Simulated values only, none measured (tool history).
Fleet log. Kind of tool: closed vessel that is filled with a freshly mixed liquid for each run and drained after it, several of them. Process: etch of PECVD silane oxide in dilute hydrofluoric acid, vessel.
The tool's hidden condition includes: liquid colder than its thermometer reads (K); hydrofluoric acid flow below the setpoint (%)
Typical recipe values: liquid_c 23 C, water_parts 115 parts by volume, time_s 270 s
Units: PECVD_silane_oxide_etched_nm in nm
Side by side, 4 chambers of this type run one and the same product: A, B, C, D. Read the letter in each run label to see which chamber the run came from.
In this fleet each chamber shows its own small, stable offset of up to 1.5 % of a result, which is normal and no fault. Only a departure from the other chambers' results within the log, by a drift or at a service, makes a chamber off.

run   hour  liquid_c  water_parts  time_s  hours since the thermometer was replaced  hours since the hydrofluoric acid flow meter was replaced  read-back film thickness of the PECVD silane oxide reference wafer, read on the same gauge (nm)  PECVD_silane_oxide_etched_nm
 1B   10.3        23          115     270                                     157.6                                                      441.5                                                                                           89.978                        54.078
 2D     24        23          115     270                                     165.1                                                      785.4                                                                                           90.016                        53.838
 3C   35.2        23          115     270                                    1348.6                                                      411.5                                                                                               90                        52.957
 4A     50        23          115     270                                    1097.2                                                     1550.4                                                                                           90.028                        52.753
 5C   59.6        23           85     335                                      1373                                                      435.9                                                                                           89.947                        93.038
 6D   72.2        23           85     335                                     213.3                                                      833.6                                                                                            89.97                        93.429
 7A   81.6        23           85     335                                    1128.8                                                       1582                                                                                           90.006                        90.999
 8B   92.8        23           85     335                                     240.1                                                        524                                                                                           89.953                        94.396
 9B  100.4        23          115     270                                     247.7                                                      531.6                                                                                           89.997                        53.484
10D  109.9        23          115     270                                       251                                                      871.3                                                                                           89.978                        53.146
11A  119.6        23          115     270                                    1166.8                                                       1620                                                                                            90.02                        52.395
12C  126.5        23          115     270                                    1439.9                                                      502.8                                                                                           89.992                        53.375
13A  140.2        23          115     270                                    1187.4                                                     1640.6                                                                                           89.969                         52.15
14B  154.2        23          115     270                                     301.5                                                      585.4                                                                                           89.992                         52.97
15C  169.2        23          115     270                                    1482.6                                                      545.5                                                                                           89.993                        53.033
16D  182.7        23          115     270                                     323.8                                                      944.1                                                                                           89.995                        52.184
17A  198.2        23          115     270                                    1245.4                                                     1698.6                                                                                               90                         51.49
18B  210.5        23          115     270                                     357.8                                                      641.7                                                                                           89.965                        54.174
19D  224.3        23          115     270                                     365.4                                                      985.7                                                                                           89.988                        52.672
20C  234.5        23          115     270                                    1547.9                                                      610.8                                                                                           89.982                        53.566
21A  247.8        23          115     270                                      1295                                                     1748.2                                                                                           90.029                        50.876
22B  256.6        23          115     270                                     403.9                                                      687.8                                                                                           90.036                        53.482
23D  266.3        23          115     270                                     407.4                                                     1027.7                                                                                           90.005                        52.707
24C  280.5        23          115     375                                    1593.9                                                      656.8                                                                                           89.993                        72.713
25C    293        23          115     375                                    1606.4                                                      669.3                                                                                           89.995                        73.538
26D  308.6        23          115     375                                     449.7                                                       1070                                                                                           90.029                         73.57
27B  321.5        23          115     375                                     468.8                                                      752.7                                                                                           89.991                         75.68
28A  332.6        23          115     270                                    1379.8                                                       1833                                                                                           89.997                        50.542
29A  342.1        23          115     270                                    1389.3                                                     1842.5                                                                                           89.992                        50.121
30B  351.9        23          115     270                                     499.2                                                      783.1                                                                                           89.982                        53.223
31C  363.3        23          115     270                                    1676.7                                                      739.6                                                                                           90.011                        52.655
32D  377.5        23          115     270                                     518.6                                                     1138.9                                                                                           90.014                        52.863
33B  389.9        23          135     270                                     537.2                                                      821.1                                                                                           89.989                        45.073
34C  396.9        23          135     270                                    1710.3                                                      773.2                                                                                           90.033                        43.973
35D    406        23          135     270                                     547.1                                                     1167.4                                                                                           90.038                        44.397
36A    417        23          135     270                                    1464.2                                                     1917.4                                                                                           89.992                        41.027
37A  426.1        23          115     270                                    1473.3                                                     1926.5                                                                                           89.979                        48.844
     427.6  -- chamber D: hydrofluoric acid flow meter replaced
38C  435.8        23          115     270                                    1749.2                                                      812.1                                                                                           89.995                        52.835
39D  449.3        23          150     270                                     590.4                                                       21.7                                                                                           89.966                        39.031
     453.5  -- chamber A: hydrofluoric acid flow meter replaced
40B  461.2        23          150     270                                     608.5                                                      892.4                                                                                           89.995                        38.892
41A  474.3        23          150     270                                    1521.5                                                       20.8                                                                                           90.006                        36.345
42D  483.3        23          150     270                                     624.4                                                       55.7                                                                                            90.01                        38.798

Which is it: a chamber that has drifted or been left off by a service, a gauge drift common to all chambers, or only each chamber's usual small offset? If a chamber is off, name it and its likeliest cause.

One chamber, A, drifts off from the rest bit by bit.
Likeliest cause: liquid colder than its thermometer reads (K) = 1.87.

Which of the 4 candidates below, each the usual settings with something changed and its results left as question marks, puts chamber A back in line with what the other chambers give on the usual settings?
To be in line, a result may differ from the other chambers' mean on the usual settings by at most: PECVD_silane_oxide_etched_nm 1.4 nm
43A-1  494.5        24          115     270                                                                                                                                                                                                                                   ?
43A-2  494.5        21          115     270                                                                                                                                                                                                                                   ?
43A-3  494.5        25          115     270                                                                                                                                                                                                                                   ?
43A-4  494.5        23          115     260                                                                                                                                                                                                                                   ?

Other chambers, usual settings, mean: PECVD_silane_oxide_etched_nm 53.239 nm
  run  PECVD_silane_oxide_etched_nm
43A-1                        50.794
43A-2                        45.027
43A-3                         52.83
43A-4                        47.011
43A-3 is the one that brings the chamber's results back in line with the other chambers.

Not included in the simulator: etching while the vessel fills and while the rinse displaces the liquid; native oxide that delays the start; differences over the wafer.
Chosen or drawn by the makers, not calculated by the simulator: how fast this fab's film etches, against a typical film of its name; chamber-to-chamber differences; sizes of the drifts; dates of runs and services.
